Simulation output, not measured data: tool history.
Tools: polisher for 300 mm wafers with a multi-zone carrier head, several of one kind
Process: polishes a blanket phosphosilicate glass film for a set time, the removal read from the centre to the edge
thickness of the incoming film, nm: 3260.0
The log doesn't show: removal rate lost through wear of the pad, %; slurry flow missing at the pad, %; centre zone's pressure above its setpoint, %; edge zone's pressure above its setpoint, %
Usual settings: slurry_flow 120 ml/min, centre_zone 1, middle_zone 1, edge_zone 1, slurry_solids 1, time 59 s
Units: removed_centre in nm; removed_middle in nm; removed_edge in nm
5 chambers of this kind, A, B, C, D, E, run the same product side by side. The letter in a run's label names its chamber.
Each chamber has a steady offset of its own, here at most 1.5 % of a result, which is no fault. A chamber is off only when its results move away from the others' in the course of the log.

run   hour  slurry_flow  centre_zone  middle_zone  edge_zone  slurry_solids  time  wafers polished on this pad  hours since the slurry nozzle was cleaned  hours since the centre zone pressure was calibrated  hours since the edge zone pressure was calibrated  removed_centre  removed_middle  removed_edge
       1.4  -- chamber C: slurry nozzle cleaned
       3.3  -- chamber B: centre zone pressure recalibrated
 1C    5.6          120            1            1          1              1    59                         1096                                        4.2                                                 88.6                                             1201.6           362.3          363.61        369.39
 2A    9.7          120            1            1          1              1    59                          181                                       72.1                                                299.8                                              809.5          365.85          366.43           374
 3E   14.6          120            1            1          1              1    59                          717                                      306.1                                               1234.5                                              359.7          365.91          377.32        375.12
      16.6  -- chamber E: worn pad replaced by a new one
 4B   18.1          120            1            1          1              1    59                          327                                      229.5                                                 14.8                                              287.2           367.8           373.4        368.44
 5D     25          120            1            1          1              1    59                          985                                       90.4                                                428.2                                              395.1          366.72          375.92        370.29
 6D   31.1          120            1            1          1              1    59                         1045                                       96.5                                                434.3                                              401.2          373.71          361.58        365.88
 7B   34.6          120            1            1          1              1    59                          489                                        246                                                 31.3                                              303.7          369.39          373.61        369.69
 8A   40.2          120            1            1          1              1    59                          481                                      102.6                                                330.3                                                840          362.06          364.55        366.02
 9E   43.6          120            1            1          1              1    59                          265                                      335.1                                               1263.5                                              388.7          361.37          364.21        370.73
10C   49.1          130            1            1          1              1    59                         1524                                       47.7                                                132.1                                             1245.1          374.36          359.84         365.2
11D   55.1          130            1            1          1              1    59                         1280                                      120.5                                                458.3                                              425.2          375.44          373.39        363.81
      55.2  -- chamber E: slurry nozzle cleaned
      55.9  -- chamber C: worn pad replaced by a new one
12B   62.3          130            1            1          1              1    59                          761                                      273.7                                                   59                                              331.4          374.31          369.74        365.54
13E   66.2          130            1            1          1              1    59                          487                                         11                                               1286.1                                              411.3          374.93          382.95        374.33
14A   72.7          130            1            1          1              1    59                          800                                      135.1                                                362.8                                              872.5          369.83           374.9        383.15
15C   79.1          120            1            1          1              1    59                          227                                       77.7                                                162.1                                             1275.1          367.42          372.75        365.91
16A   83.9          120            1            1          1              1    59                          910                                      146.3                                                  374                                              883.7          363.38          369.62        370.31
17B   89.4          120            1          0.9       0.95              1    59                         1027                                      300.8                                                 86.1                                              358.5          366.91          334.19         355.8
      90.8  -- chamber E: worn pad replaced by a new one
      93.2  -- chamber A: worn pad replaced by a new one
18E   95.4          120            1          0.9       0.95              1    59                           45                                       40.2                                               1315.3                                              440.5          363.14          341.85        359.34
19C   99.2          120            1          0.9       0.95              1    59                          425                                       97.8                                                182.2                                             1295.2          362.19          340.81        356.44
20D  104.5          120            1          0.9       0.95              1    59                         1765                                      169.9                                                507.7                                              474.6          355.38          316.96        358.28
21D  108.5          120            1          0.9       0.95              1    59                         1805                                      173.9                                                511.7                                              478.6          362.81          320.37        349.12
22C  113.6          120            1            1          1              1    59                          566                                      112.2                                                196.6                                             1309.6          366.94          364.87         366.5
23B  119.1          120            1            1       1.08              1    59                         1319                                      330.5                                                115.8                                              388.2          371.19          369.96        383.03
     123.5  -- chamber B: worn pad replaced by a new one
24E  124.5          120            1            1       1.08              1    59                          331                                       69.3                                               1344.4                                              469.6          361.28          371.88         391.7
     127.7  -- chamber C: edge zone pressure recalibrated
25A  129.7          120            1            1       1.08              1    59                          358                                      192.1                                                419.8                                              929.5          367.02          371.17        393.55
26B  133.7          120            1            1       1.08              1    59                          100                                      345.1                                                130.4                                              402.8          369.59          367.58        376.11
27C  140.2          120            1            1       1.08              1    59                          827                                      138.8                                                223.2                                               12.5          363.95          366.13        382.33
28A    147          120            1            1          1              1    59                          528                                      209.4                                                437.1                                              946.8          365.52          366.15        365.17
29D  151.7          120            1            1          1              1    59                         2229                                      217.1                                                554.9                                              521.8          348.31          351.44        354.93
30E  155.3          120            1            1          1              1    59                          633                                      100.1                                               1375.2                                              500.4          362.78          374.15         371.3
31E  160.2          120            1            1       1.12              1    66                          681                                        105                                               1380.1                                              505.3          409.71          408.36        442.13
32D  165.2          120            1            1       1.12              1    66                         2361                                      230.6                                                568.4                                              535.3          388.75          391.87        422.53
33B    169          120            1            1       1.12              1    66                          447                                      380.4                                                165.7                                              438.1          409.36          414.22        435.31
34C  173.5          120            1            1       1.12              1    66                         1154                                      172.1                                                256.5                                               45.8           407.8          417.74         425.8
     178.9  -- chamber E: worn pad replaced by a new one
35A    180          120            1            1       1.12              1    66                          852                                      242.4                                                470.1                                              979.8          408.52          416.33        434.03
36E    185          120            1            1          1              1    59                           60                                      129.8                                               1404.9                                              530.1          365.23          374.55        371.09
       187  -- chamber C: worn pad replaced by a new one
37D  191.7          120            1            1          1              1    59                         2622                                      257.1                                                594.9                                              561.8          343.59          343.77        348.32
38B  196.8          120            1            1          1              1    42                          720                                      408.2                                                193.5                                              465.9          261.11          265.27        260.32
39C  201.2          120            1            1          1              1    42                          139                                      199.8                                                284.2                                               73.5          264.06          261.25        260.14

All 5 chambers run these settings next. Forecast each chamber's results:
40A  206.3          120            1            1       1.09              1    59                                                                                                                                                                                               ?               ?             ?
40B  206.3          120            1            1       1.09              1    59                                                                                                                                                                                               ?               ?             ?
40C  206.3          120            1            1       1.09              1    59                                                                                                                                                                                               ?               ?             ?
40D  206.3          120            1            1       1.09              1    59                                                                                                                                                                                               ?               ?             ?
40E  206.3          120            1            1       1.09              1    59                                                                                                                                                                                               ?               ?             ?

run  removed_centre  removed_middle  removed_edge
40A          361.54          363.24        394.19
40B          366.24          369.75        390.95
40C          363.43          371.08        388.79
40D          346.41          343.88        362.84
40E           364.5          360.33        389.37
